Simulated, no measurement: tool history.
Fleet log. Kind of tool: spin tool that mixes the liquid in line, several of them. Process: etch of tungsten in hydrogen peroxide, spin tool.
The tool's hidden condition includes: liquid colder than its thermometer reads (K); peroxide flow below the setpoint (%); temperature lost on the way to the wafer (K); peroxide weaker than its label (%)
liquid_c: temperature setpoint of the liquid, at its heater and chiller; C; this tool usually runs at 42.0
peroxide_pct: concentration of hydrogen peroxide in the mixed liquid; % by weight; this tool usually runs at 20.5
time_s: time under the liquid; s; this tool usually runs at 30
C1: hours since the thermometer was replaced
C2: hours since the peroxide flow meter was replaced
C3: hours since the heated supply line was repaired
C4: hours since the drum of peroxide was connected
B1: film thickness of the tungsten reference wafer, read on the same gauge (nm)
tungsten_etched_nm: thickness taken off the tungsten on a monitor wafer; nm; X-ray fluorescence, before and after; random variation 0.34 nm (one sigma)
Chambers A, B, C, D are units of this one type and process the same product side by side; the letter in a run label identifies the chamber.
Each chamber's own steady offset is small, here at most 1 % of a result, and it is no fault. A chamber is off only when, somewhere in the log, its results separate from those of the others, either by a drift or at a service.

{"run": "1C", "hour": 9.1, "liquid_c": 42.0, "peroxide_pct": 20.5, "time_s": 30, "C1": 232.3, "C2": 1616.2, "C3": 4138.6, "C4": 194.7, "B1": 89.987, "tungsten_etched_nm": 51.591}
{"run": "2A", "hour": 18.2, "liquid_c": 42.0, "peroxide_pct": 20.5, "time_s": 30, "C1": 1992.0, "C2": 1380.3, "C3": 53.4, "C4": 231.7, "B1": 89.987, "tungsten_etched_nm": 52.043}
{"run": "3D", "hour": 24.3, "liquid_c": 42.0, "peroxide_pct": 20.5, "time_s": 30, "C1": 362.3, "C2": 443.5, "C3": 262.1, "C4": 717.4, "B1": 89.994, "tungsten_etched_nm": 51.635}
{"run": "4B", "hour": 34.1, "liquid_c": 42.0, "peroxide_pct": 20.5, "time_s": 30, "C1": 1853.6, "C2": 74.3, "C3": 938.2, "C4": 310.7, "B1": 89.998, "tungsten_etched_nm": 51.012}
{"run": "5A", "hour": 40.4, "liquid_c": 42.0, "peroxide_pct": 20.5, "time_s": 30, "C1": 2014.2, "C2": 1402.5, "C3": 75.6, "C4": 253.9, "B1": 90.028, "tungsten_etched_nm": 51.431}
{"run": "6C", "hour": 47.1, "liquid_c": 42.0, "peroxide_pct": 20.5, "time_s": 30, "C1": 270.3, "C2": 1654.2, "C3": 4176.6, "C4": 232.7, "B1": 89.992, "tungsten_etched_nm": 51.645}
{"run": "7D", "hour": 52.3, "liquid_c": 42.0, "peroxide_pct": 20.5, "time_s": 30, "C1": 390.3, "C2": 471.5, "C3": 290.1, "C4": 745.4, "B1": 90.011, "tungsten_etched_nm": 51.202}
{"run": "8B", "hour": 60.1, "liquid_c": 42.0, "peroxide_pct": 20.5, "time_s": 30, "C1": 1879.6, "C2": 100.3, "C3": 964.2, "C4": 336.7, "B1": 89.995, "tungsten_etched_nm": 51.715}
{"run": "9D", "hour": 64.5, "liquid_c": 42.0, "peroxide_pct": 20.5, "time_s": 30, "C1": 402.5, "C2": 483.7, "C3": 302.3, "C4": 757.6, "B1": 90.009, "tungsten_etched_nm": 51.319}
{"run": "10C", "hour": 69.0, "liquid_c": 42.0, "peroxide_pct": 20.5, "time_s": 30, "C1": 292.2, "C2": 1676.1, "C3": 4198.5, "C4": 254.6, "B1": 89.989, "tungsten_etched_nm": 51.6}
{"run": "11A", "hour": 76.9, "liquid_c": 42.0, "peroxide_pct": 20.5, "time_s": 40, "C1": 2050.7, "C2": 1439.0, "C3": 112.1, "C4": 290.4, "B1": 89.99, "tungsten_etched_nm": 68.876}
{"run": "12B", "hour": 84.1, "liquid_c": 42.0, "peroxide_pct": 20.5, "time_s": 40, "C1": 1903.6, "C2": 124.3, "C3": 988.2, "C4": 360.7, "B1": 90.009, "tungsten_etched_nm": 67.894}
{"run": "13A", "hour": 91.0, "liquid_c": 42.0, "peroxide_pct": 20.5, "time_s": 40, "C1": 2064.8, "C2": 1453.1, "C3": 126.2, "C4": 304.5, "B1": 90.006, "tungsten_etched_nm": 68.981}
{"run": "14D", "hour": 100.1, "liquid_c": 42.0, "peroxide_pct": 20.5, "time_s": 40, "C1": 438.1, "C2": 519.3, "C3": 337.9, "C4": 793.2, "B1": 90.01, "tungsten_etched_nm": 68.445}
{"run": "15C", "hour": 106.2, "liquid_c": 42.0, "peroxide_pct": 20.5, "time_s": 30, "C1": 329.4, "C2": 1713.3, "C3": 4235.7, "C4": 291.8, "B1": 90.01, "tungsten_etched_nm": 51.692}
{"run": "16B", "hour": 113.4, "liquid_c": 42.0, "peroxide_pct": 20.5, "time_s": 30, "C1": 1932.9, "C2": 153.6, "C3": 1017.5, "C4": 390.0, "B1": 89.979, "tungsten_etched_nm": 50.542}
{"run": "17C", "hour": 120.6, "liquid_c": 42.0, "peroxide_pct": 20.5, "time_s": 30, "C1": 343.8, "C2": 1727.7, "C3": 4250.1, "C4": 306.2, "B1": 89.994, "tungsten_etched_nm": 51.326}
{"run": "18A", "hour": 126.5, "liquid_c": 34.5, "peroxide_pct": 23.5, "time_s": 30, "C1": 2100.3, "C2": 1488.6, "C3": 161.7, "C4": 340.0, "B1": 89.998, "tungsten_etched_nm": 33.954}
{"run": "19B", "hour": 132.0, "liquid_c": 34.5, "peroxide_pct": 23.5, "time_s": 30, "C1": 1951.5, "C2": 172.2, "C3": 1036.1, "C4": 408.6, "B1": 89.99, "tungsten_etched_nm": 32.977}
{"run": "20D", "hour": 137.3, "liquid_c": 34.5, "peroxide_pct": 23.5, "time_s": 30, "C1": 475.3, "C2": 556.5, "C3": 375.1, "C4": 830.4, "B1": 90.029, "tungsten_etched_nm": 33.701}
{"run": "21B", "hour": 144.9, "liquid_c": 34.5, "peroxide_pct": 23.5, "time_s": 30, "C1": 1964.4, "C2": 185.1, "C3": 1049.0, "C4": 421.5, "B1": 90.007, "tungsten_etched_nm": 32.614}
{"run": "22C", "hour": 152.3, "liquid_c": 42.0, "peroxide_pct": 20.5, "time_s": 30, "C1": 375.5, "C2": 1759.4, "C3": 4281.8, "C4": 337.9, "B1": 89.986, "tungsten_etched_nm": 51.55}
{"run": "23D", "hour": 157.9, "liquid_c": 42.0, "peroxide_pct": 20.5, "time_s": 30, "C1": 495.9, "C2": 577.1, "C3": 395.7, "C4": 851.0, "B1": 90.004, "tungsten_etched_nm": 51.193}
{"hour": 161.9, "done": "chamber A: peroxide flow meter replaced"}
{"run": "24A", "hour": 162.5, "liquid_c": 42.0, "peroxide_pct": 20.5, "time_s": 30, "C1": 2136.3, "C2": 0.7, "C3": 197.7, "C4": 376.0, "B1": 89.985, "tungsten_etched_nm": 51.244}
{"run": "25D", "hour": 170.6, "liquid_c": 42.0, "peroxide_pct": 20.5, "time_s": 30, "C1": 508.6, "C2": 589.8, "C3": 408.4, "C4": 863.7, "B1": 90.013, "tungsten_etched_nm": 51.638}
{"run": "26C", "hour": 178.0, "liquid_c": 42.0, "peroxide_pct": 20.5, "time_s": 30, "C1": 401.2, "C2": 1785.1, "C3": 4307.5, "C4": 363.6, "B1": 89.964, "tungsten_etched_nm": 51.313}
{"hour": 179.3, "done": "chamber C: heated supply line repaired"}
{"run": "27A", "hour": 186.9, "liquid_c": 47.5, "peroxide_pct": 20.5, "time_s": 30, "C1": 2160.7, "C2": 25.1, "C3": 222.1, "C4": 400.4, "B1": 90.012, "tungsten_etched_nm": 74.283}
{"run": "28B", "hour": 194.4, "liquid_c": 47.5, "peroxide_pct": 20.5, "time_s": 30, "C1": 2013.9, "C2": 234.6, "C3": 1098.5, "C4": 471.0, "B1": 90.008, "tungsten_etched_nm": 70.213}
{"run": "29B", "hour": 200.7, "liquid_c": 47.5, "peroxide_pct": 20.5, "time_s": 30, "C1": 2020.2, "C2": 240.9, "C3": 1104.8, "C4": 477.3, "B1": 90.012, "tungsten_etched_nm": 69.863}
{"run": "30A", "hour": 209.5, "liquid_c": 47.5, "peroxide_pct": 20.5, "time_s": 30, "C1": 2183.3, "C2": 47.7, "C3": 244.7, "C4": 423.0, "B1": 90.016, "tungsten_etched_nm": 73.135}
{"run": "31C", "hour": 215.6, "liquid_c": 42.0, "peroxide_pct": 20.5, "time_s": 30, "C1": 438.8, "C2": 1822.7, "C3": 36.3, "C4": 401.2, "B1": 89.999, "tungsten_etched_nm": 51.425}
{"run": "32D", "hour": 219.9, "liquid_c": 42.0, "peroxide_pct": 20.5, "time_s": 30, "C1": 557.9, "C2": 639.1, "C3": 457.7, "C4": 913.0, "B1": 90.043, "tungsten_etched_nm": 51.045}
{"run": "33A", "hour": 229.7, "liquid_c": 42.0, "peroxide_pct": 20.5, "time_s": 30, "C1": 2203.5, "C2": 67.9, "C3": 264.9, "C4": 443.2, "B1": 90.01, "tungsten_etched_nm": 51.616}
{"run": "34D", "hour": 237.2, "liquid_c": 42.0, "peroxide_pct": 20.5, "time_s": 30, "C1": 575.2, "C2": 656.4, "C3": 475.0, "C4": 930.3, "B1": 89.999, "tungsten_etched_nm": 51.095}
{"run": "35C", "hour": 245.2, "liquid_c": 42.0, "peroxide_pct": 20.5, "time_s": 30, "C1": 468.4, "C2": 1852.3, "C3": 65.9, "C4": 430.8, "B1": 89.998, "tungsten_etched_nm": 51.709}
{"run": "36B", "hour": 252.2, "liquid_c": 42.0, "peroxide_pct": 20.5, "time_s": 30, "C1": 2071.7, "C2": 292.4, "C3": 1156.3, "C4": 528.8, "B1": 89.989, "tungsten_etched_nm": 49.041}
{"run": "37A", "hour": 260.5, "liquid_c": 42.0, "peroxide_pct": 20.5, "time_s": 30, "C1": 2234.3, "C2": 98.7, "C3": 295.7, "C4": 474.0, "B1": 90.024, "tungsten_etched_nm": 52.203}
{"run": "38B", "hour": 267.8, "liquid_c": 42.0, "peroxide_pct": 20.5, "time_s": 30, "C1": 2087.3, "C2": 308.0, "C3": 1171.9, "C4": 544.4, "B1": 89.997, "tungsten_etched_nm": 48.957}
{"run": "39D", "hour": 277.7, "liquid_c": 42.0, "peroxide_pct": 20.5, "time_s": 30, "C1": 615.7, "C2": 696.9, "C3": 515.5, "C4": 970.8, "B1": 90.017, "tungsten_etched_nm": 51.269}
{"run": "40C", "hour": 286.7, "liquid_c": 42.0, "peroxide_pct": 20.5, "time_s": 30, "C1": 509.9, "C2": 1893.8, "C3": 107.4, "C4": 472.3, "B1": 89.998, "tungsten_etched_nm": 51.665}
{"run": "41B", "hour": 294.3, "liquid_c": 32.5, "peroxide_pct": 20.5, "time_s": 50, "C1": 2113.8, "C2": 334.5, "C3": 1198.4, "C4": 570.9, "B1": 90.015, "tungsten_etched_nm": 42.766}
{"run": "42D", "hour": 301.4, "liquid_c": 32.5, "peroxide_pct": 20.5, "time_s": 50, "C1": 639.4, "C2": 720.6, "C3": 539.2, "C4": 994.5, "B1": 90.043, "tungsten_etched_nm": 45.788}

Does one chamber stand apart from the rest, does the shared gauge drift, or is all well apart from small per-chamber offsets? Give the chamber and the most likely cause, where there is one.

Chamber B drifts away from the others.
Most likely cause: liquid colder than its thermometer reads (K) = 0.945.
From this log alone, it may not be told apart from: peroxide flow below the setpoint (%); temperature lost on the way to the wafer (K).

Chamber B could run next with any of the 4 candidate recipes listed below; each alters the usual settings, and their results appear as question marks. Which one brings its results back in line with what the other chambers deliver on the usual settings?
To be in line, a result may differ from the other chambers' mean on the usual settings by at most: tungsten_etched_nm 1.200 nm
{"run": "43B-1", "hour": 308.5, "liquid_c": 41.0, "peroxide_pct": 20.5, "time_s": 30, "tungsten_etched_nm": "?"}
{"run": "43B-2", "hour": 308.5, "liquid_c": 44.0, "peroxide_pct": 21.0, "time_s": 30, "tungsten_etched_nm": "?"}
{"run": "43B-3", "hour": 308.5, "liquid_c": 40.0, "peroxide_pct": 20.0, "time_s": 30, "tungsten_etched_nm": "?"}
{"run": "43B-4", "hour": 308.5, "liquid_c": 43.0, "peroxide_pct": 20.5, "time_s": 30, "tungsten_etched_nm": "?"}

What the other chambers average on the usual settings: tungsten_etched_nm 51.591 nm
run=43B-1 tungsten_etched_nm=45.384
run=43B-2 tungsten_etched_nm=55.798
run=43B-3 tungsten_etched_nm=42.000
run=43B-4 tungsten_etched_nm=51.717
The answer is 43B-4, which returns the chamber to within the allowed miss of the others.
